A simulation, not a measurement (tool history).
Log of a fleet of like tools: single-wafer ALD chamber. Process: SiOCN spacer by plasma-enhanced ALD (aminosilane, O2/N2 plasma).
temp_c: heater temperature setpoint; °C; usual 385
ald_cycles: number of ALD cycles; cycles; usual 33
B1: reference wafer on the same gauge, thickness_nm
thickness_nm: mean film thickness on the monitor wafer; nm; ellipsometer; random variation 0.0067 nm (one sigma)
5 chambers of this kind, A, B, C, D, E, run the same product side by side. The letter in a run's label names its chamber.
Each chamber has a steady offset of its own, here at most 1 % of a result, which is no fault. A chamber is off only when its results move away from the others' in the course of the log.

{"hour": 8.8, "done": "chamber E: thermocouple changed; heater temperature recalibrated"}
{"run": "1A", "hour": 10.3, "temp_c": 385, "ald_cycles": 33, "B1": 1.7005, "thickness_nm": 1.9842}
{"run": "2C", "hour": 22.3, "temp_c": 385, "ald_cycles": 33, "B1": 1.7004, "thickness_nm": 1.9846}
{"run": "3E", "hour": 28.8, "temp_c": 385, "ald_cycles": 33, "B1": 1.6978, "thickness_nm": 1.9705}
{"run": "4D", "hour": 39.1, "temp_c": 385, "ald_cycles": 33, "B1": 1.7013, "thickness_nm": 1.9745}
{"run": "5B", "hour": 50.5, "temp_c": 385, "ald_cycles": 33, "B1": 1.6997, "thickness_nm": 2.0057}
{"run": "6B", "hour": 57.5, "temp_c": 385, "ald_cycles": 33, "B1": 1.7007, "thickness_nm": 1.9922}
{"run": "7E", "hour": 63.1, "temp_c": 385, "ald_cycles": 38, "B1": 1.7015, "thickness_nm": 2.274}
{"run": "8D", "hour": 73.6, "temp_c": 385, "ald_cycles": 38, "B1": 1.6999, "thickness_nm": 2.28}
{"run": "9A", "hour": 80.1, "temp_c": 385, "ald_cycles": 38, "B1": 1.7001, "thickness_nm": 2.2805}
{"run": "10C", "hour": 85.7, "temp_c": 385, "ald_cycles": 38, "B1": 1.6984, "thickness_nm": 2.286}
{"run": "11C", "hour": 97.7, "temp_c": 385, "ald_cycles": 38, "B1": 1.7005, "thickness_nm": 2.2731}
{"run": "12E", "hour": 106.8, "temp_c": 385, "ald_cycles": 33, "B1": 1.6992, "thickness_nm": 1.9705}
{"run": "13D", "hour": 116.3, "temp_c": 385, "ald_cycles": 33, "B1": 1.7013, "thickness_nm": 1.9782}
{"run": "14A", "hour": 122.0, "temp_c": 385, "ald_cycles": 33, "B1": 1.7007, "thickness_nm": 1.9834}
{"run": "15B", "hour": 132.6, "temp_c": 385, "ald_cycles": 33, "B1": 1.6996, "thickness_nm": 2.0217}
{"run": "16A", "hour": 141.8, "temp_c": 385, "ald_cycles": 33, "B1": 1.6996, "thickness_nm": 1.9853}
{"run": "17C", "hour": 152.8, "temp_c": 385, "ald_cycles": 33, "B1": 1.7001, "thickness_nm": 1.9679}
{"run": "18E", "hour": 163.2, "temp_c": 385, "ald_cycles": 33, "B1": 1.6999, "thickness_nm": 1.958}
{"run": "19B", "hour": 174.4, "temp_c": 385, "ald_cycles": 33, "B1": 1.7015, "thickness_nm": 1.9997}
{"run": "20D", "hour": 182.5, "temp_c": 379, "ald_cycles": 33, "B1": 1.6994, "thickness_nm": 1.9704}
{"run": "21C", "hour": 190.4, "temp_c": 379, "ald_cycles": 33, "B1": 1.7007, "thickness_nm": 1.9647}
{"run": "22D", "hour": 199.4, "temp_c": 379, "ald_cycles": 33, "B1": 1.6978, "thickness_nm": 1.9747}
{"run": "23A", "hour": 205.3, "temp_c": 379, "ald_cycles": 33, "B1": 1.6989, "thickness_nm": 1.9734}
{"run": "24B", "hour": 215.0, "temp_c": 379, "ald_cycles": 33, "B1": 1.7002, "thickness_nm": 2.0192}
{"run": "25E", "hour": 223.9, "temp_c": 385, "ald_cycles": 33, "B1": 1.6992, "thickness_nm": 1.9727}
{"run": "26E", "hour": 231.9, "temp_c": 385, "ald_cycles": 33, "B1": 1.6997, "thickness_nm": 1.9811}
{"run": "27D", "hour": 237.8, "temp_c": 385, "ald_cycles": 33, "B1": 1.6994, "thickness_nm": 1.9833}
{"run": "28A", "hour": 248.6, "temp_c": 385, "ald_cycles": 33, "B1": 1.699, "thickness_nm": 1.9856}
{"run": "29B", "hour": 254.4, "temp_c": 385, "ald_cycles": 33, "B1": 1.701, "thickness_nm": 1.9922}
{"run": "30C", "hour": 265.1, "temp_c": 395, "ald_cycles": 33, "B1": 1.6993, "thickness_nm": 1.9701}
{"run": "31B", "hour": 276.9, "temp_c": 395, "ald_cycles": 33, "B1": 1.6995, "thickness_nm": 2.0086}
{"run": "32E", "hour": 287.3, "temp_c": 395, "ald_cycles": 33, "B1": 1.701, "thickness_nm": 1.9749}
{"hour": 297.1, "done": "chamber D: thermocouple changed; heater temperature recalibrated"}
{"run": "33D", "hour": 297.9, "temp_c": 395, "ald_cycles": 33, "B1": 1.6995, "thickness_nm": 1.9721}
{"run": "34C", "hour": 310.0, "temp_c": 395, "ald_cycles": 33, "B1": 1.6994, "thickness_nm": 1.9628}
{"run": "35A", "hour": 319.0, "temp_c": 385, "ald_cycles": 33, "B1": 1.7008, "thickness_nm": 1.9871}
{"run": "36E", "hour": 326.8, "temp_c": 385, "ald_cycles": 33, "B1": 1.699, "thickness_nm": 1.982}
{"run": "37B", "hour": 338.9, "temp_c": 385, "ald_cycles": 33, "B1": 1.7005, "thickness_nm": 2.0095}
{"run": "38A", "hour": 350.1, "temp_c": 385, "ald_cycles": 33, "B1": 1.6992, "thickness_nm": 1.9868}

All 5 chambers run these settings next. Forecast each chamber's results:
{"run": "39A", "hour": 359.0, "temp_c": 380, "ald_cycles": 33, "thickness_nm": "?"}
{"run": "39B", "hour": 359.0, "temp_c": 380, "ald_cycles": 33, "thickness_nm": "?"}
{"run": "39C", "hour": 359.0, "temp_c": 380, "ald_cycles": 33, "thickness_nm": "?"}
{"run": "39D", "hour": 359.0, "temp_c": 380, "ald_cycles": 33, "thickness_nm": "?"}
{"run": "39E", "hour": 359.0, "temp_c": 380, "ald_cycles": 33, "thickness_nm": "?"}

run=39A thickness_nm=1.9938
run=39B thickness_nm=2.0089
run=39C thickness_nm=1.9789
run=39D thickness_nm=1.9780
run=39E thickness_nm=1.9667
